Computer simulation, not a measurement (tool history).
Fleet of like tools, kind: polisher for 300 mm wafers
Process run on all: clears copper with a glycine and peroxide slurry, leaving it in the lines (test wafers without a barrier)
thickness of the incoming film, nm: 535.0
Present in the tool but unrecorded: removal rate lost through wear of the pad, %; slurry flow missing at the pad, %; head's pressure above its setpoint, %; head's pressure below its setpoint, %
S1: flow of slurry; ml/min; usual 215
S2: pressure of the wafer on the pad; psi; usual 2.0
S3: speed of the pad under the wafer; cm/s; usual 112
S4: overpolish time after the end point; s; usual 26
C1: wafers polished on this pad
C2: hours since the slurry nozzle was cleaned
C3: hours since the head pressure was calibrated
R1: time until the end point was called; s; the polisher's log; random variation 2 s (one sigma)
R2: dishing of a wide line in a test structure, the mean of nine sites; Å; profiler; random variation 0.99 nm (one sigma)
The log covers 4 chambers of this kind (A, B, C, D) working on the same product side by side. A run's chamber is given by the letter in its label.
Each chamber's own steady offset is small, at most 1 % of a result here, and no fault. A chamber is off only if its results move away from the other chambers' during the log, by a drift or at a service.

| run | hour | S1 | S2 | S3 | S4 | C1 | C2 | C3 | R1 | R2 |
|---|---|---|---|---|---|---|---|---|---|---|
| 1A | 5.1 | 215 | 2.0 | 112 | 26 | 129 | 572.7 | 279.9 | 142.54 | 501.04 |
| 2D | 10.2 | 215 | 2.0 | 112 | 26 | 921 | 194.7 | 650.6 | 141.05 | 483.88 |
| 3C | 15.2 | 215 | 2.0 | 112 | 26 | 262 | 133.1 | 368.0 | 139.84 | 494.62 |
|  | 15.8 | chamber B: slurry nozzle cleaned |
| 4B | 20.2 | 215 | 2.0 | 112 | 26 | 354 | 4.5 | 593.8 | 141.61 | 487.72 |
| 5A | 26.8 | 215 | 2.0 | 112 | 40 | 253 | 594.4 | 301.6 | 142.18 | 629.58 |
| 6B | 33.4 | 215 | 2.0 | 112 | 40 | 429 | 17.7 | 607.0 | 139.37 | 632.03 |
| 7D | 38.1 | 215 | 2.0 | 112 | 40 | 1080 | 222.6 | 678.5 | 142.90 | 596.88 |
|  | 43.8 | chamber D: slurry nozzle cleaned |
| 8C | 44.4 | 215 | 2.0 | 112 | 40 | 429 | 162.3 | 397.2 | 139.39 | 628.30 |
| 9D | 49.1 | 215 | 2.0 | 112 | 26 | 1143 | 5.4 | 689.5 | 140.25 | 487.96 |
| 10A | 54.1 | 215 | 2.0 | 112 | 26 | 409 | 621.7 | 328.9 | 137.81 | 491.35 |
| 11B | 60.4 | 215 | 2.0 | 112 | 26 | 584 | 44.7 | 634.0 | 136.70 | 516.26 |
| 12C | 65.6 | 215 | 2.0 | 112 | 26 | 550 | 183.5 | 418.4 | 137.51 | 502.37 |
| 13C | 70.6 | 270 | 2.0 | 130 | 26 | 579 | 188.5 | 423.4 | 121.58 | 558.01 |
| 14A | 74.2 | 270 | 2.0 | 130 | 26 | 524 | 641.8 | 349.0 | 122.19 | 539.15 |
| 15B | 78.3 | 270 | 2.0 | 130 | 26 | 686 | 62.6 | 651.9 | 123.97 | 535.14 |
| 16D | 84.7 | 270 | 2.0 | 130 | 26 | 1347 | 41.0 | 725.1 | 121.25 | 540.95 |
| 17B | 87.9 | 215 | 2.0 | 112 | 26 | 741 | 72.2 | 661.5 | 141.58 | 500.02 |
| 18D | 91.1 | 215 | 2.0 | 112 | 26 | 1383 | 47.4 | 731.5 | 144.15 | 504.31 |
| 19A | 97.6 | 215 | 2.0 | 112 | 26 | 658 | 665.2 | 372.4 | 139.87 | 489.31 |
| 20C | 101.7 | 215 | 2.0 | 112 | 26 | 757 | 219.6 | 454.5 | 147.00 | 486.95 |
| 21D | 108.2 | 215 | 2.0 | 112 | 26 | 1481 | 64.5 | 748.6 | 145.19 | 488.76 |
|  | 108.9 | chamber D: worn pad replaced by a new one |
| 22A | 112.3 | 285 | 2.6 | 112 | 26 | 742 | 679.9 | 387.1 | 112.31 | 578.73 |
|  | 116.4 | chamber C: head pressure recalibrated |
| 23B | 116.6 | 285 | 2.6 | 112 | 26 | 905 | 100.9 | 690.2 | 111.11 | 603.52 |
| 24C | 120.1 | 285 | 2.6 | 112 | 26 | 862 | 238.0 | 3.7 | 116.23 | 552.61 |
| 25D | 124.5 | 285 | 2.6 | 112 | 26 | 89 | 80.8 | 764.9 | 113.92 | 598.90 |
| 26B | 130.9 | 215 | 2.0 | 112 | 26 | 987 | 115.2 | 704.5 | 141.63 | 495.61 |
|  | 134.1 | chamber B: head pressure recalibrated |
| 27C | 134.4 | 215 | 2.0 | 112 | 26 | 944 | 252.3 | 18.0 | 155.05 | 470.65 |
| 28A | 138.0 | 215 | 2.0 | 112 | 26 | 889 | 705.6 | 412.8 | 145.24 | 493.88 |
| 29C | 143.8 | 215 | 2.0 | 112 | 26 | 997 | 261.7 | 27.4 | 151.10 | 480.76 |
| 30B | 149.7 | 215 | 2.0 | 112 | 26 | 1094 | 134.0 | 15.7 | 141.20 | 492.28 |
| 31A | 152.9 | 215 | 2.0 | 112 | 26 | 974 | 720.5 | 427.7 | 138.85 | 495.07 |
| 32D | 157.3 | 215 | 2.0 | 112 | 26 | 276 | 113.6 | 797.7 | 140.87 | 477.81 |

Predict what each chamber gives when all 4 of them run the settings below next.
| 33A | 162.1 | 215 | 2.0 | 112 | 26 |  |  |  | ? | ? |
| 33B | 162.1 | 215 | 2.0 | 112 | 26 |  |  |  | ? | ? |
| 33C | 162.1 | 215 | 2.0 | 112 | 26 |  |  |  | ? | ? |
| 33D | 162.1 | 215 | 2.0 | 112 | 26 |  |  |  | ? | ? |

| run | R1 | R2 |
|---|---|---|
| 33A | 138.70 | 488.28 |
| 33B | 138.15 | 516.00 |
| 33C | 158.09 | 470.07 |
| 33D | 141.47 | 479.42 |

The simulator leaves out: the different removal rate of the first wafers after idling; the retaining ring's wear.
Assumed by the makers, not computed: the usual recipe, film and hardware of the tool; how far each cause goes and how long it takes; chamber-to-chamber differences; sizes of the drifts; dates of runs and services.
